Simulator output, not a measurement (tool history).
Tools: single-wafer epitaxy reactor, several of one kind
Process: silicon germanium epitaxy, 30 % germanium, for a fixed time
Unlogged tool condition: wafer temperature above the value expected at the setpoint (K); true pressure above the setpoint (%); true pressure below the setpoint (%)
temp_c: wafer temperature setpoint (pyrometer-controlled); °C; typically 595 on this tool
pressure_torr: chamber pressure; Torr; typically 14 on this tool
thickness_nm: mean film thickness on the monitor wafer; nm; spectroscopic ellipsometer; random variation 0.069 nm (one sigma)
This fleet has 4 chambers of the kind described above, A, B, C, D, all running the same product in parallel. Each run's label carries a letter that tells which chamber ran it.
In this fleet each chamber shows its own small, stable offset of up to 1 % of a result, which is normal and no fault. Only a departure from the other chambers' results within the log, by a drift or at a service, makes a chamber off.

run   hour  temp_c  pressure_torr  hours since the last pyrometer calibration  hours since the last manometer calibration  read-back reference wafer on the same gauge, thickness_nm  thickness_nm
       1.4  -- chamber B: pyrometer calibrated
 1B    3.8     595             14                                         2.5                                       275.6                                                     51.229        46.956
 2A    9.7     595             14                                       287.6                                      1585.8                                                     51.234        47.054
 3C   14.7     595             14                                       190.4                                       724.3                                                     51.242        46.427
 4D   18.6     595             14                                      1915.6                                      1172.5                                                     51.253        47.077
 5B   22.5     595             14                                        21.2                                       294.3                                                     51.255        46.964
 6C   27.3     601           15.5                                         203                                       736.9                                                      51.26        54.204
 7D   30.1     601           15.5                                      1927.1                                        1184                                                     51.251        54.622
 8A     34     601           15.5                                       311.9                                      1610.1                                                     51.273        54.722
 9C   39.2     601           15.5                                       214.9                                       748.8                                                     51.262        54.067
10D   42.9     595             14                                      1939.9                                      1196.8                                                     51.288        47.051
11B   48.9     595             14                                        47.6                                       320.7                                                     51.318         47.01
12A   54.9     595             14                                       332.8                                        1631                                                     51.337        47.022
13A   59.5     595             14                                       337.4                                      1635.6                                                      51.32        46.988
14B   62.2     603           12.2                                        60.9                                         334                                                     51.315        51.578
15C   66.5     603           12.2                                       242.2                                       776.1                                                     51.318        50.875
16D   69.3     603           12.2                                      1966.3                                      1223.2                                                     51.337        51.658
17D   74.2     603           12.2                                      1971.2                                      1228.1                                                     51.343          51.7
18A   77.6     595             14                                       355.5                                      1653.7                                                     51.349        47.211
19C   81.6     595             14                                       257.3                                       791.2                                                     51.365         46.65
20B   86.6     595             14                                        85.3                                       358.4                                                     51.354        47.147
21B   92.5     595             14                                        91.2                                       364.3                                                      51.39        47.068
22C   97.5     595             14                                       273.2                                       807.1                                                       51.4        46.652
23A  102.6     595             14                                       380.5                                      1678.7                                                     51.409        47.211
24D  106.5     595             14                                      2003.5                                      1260.4                                                     51.406        47.094
25C    110     595             14                                       285.7                                       819.6                                                     51.421        46.705
26B  112.7     595             14                                       111.4                                       384.5                                                     51.413         47.29
27A  116.8     595             14                                       394.7                                      1692.9                                                     51.462        47.234
28D  121.1     609             14                                      2018.1                                        1275                                                     51.425        60.947
29D  126.1     609             14                                      2023.1                                        1280                                                     51.451        61.026
30C  129.2     609             14                                       304.9                                       838.8                                                     51.459        60.125
     130.1  -- chamber D: pyrometer calibrated
31B  132.9     609             14                                       131.6                                       404.7                                                     51.453        61.068
32A  136.7     595             14                                       414.6                                      1712.8                                                     51.486         47.19
33B    142     595             14                                       140.7                                       413.8                                                     51.483        47.237
34A  145.3     595             14                                       423.2                                      1721.4                                                     51.503        47.273
35C  148.5     595             14                                       324.2                                       858.1                                                     51.497        46.863
36D  153.4     595             14                                        23.3                                      1307.3                                                     51.503        47.208

Decide between three cases: one chamber stands off from its peers, the gauge reading all wafers drifts, or nothing is wrong past each chamber's small offset. Where a chamber is off, say which and what most likely put it there.

The shared gauge is drifting. All chambers look as if they move in step, but none is off.
Most likely cause: gauge reads high (%) = 0.606.
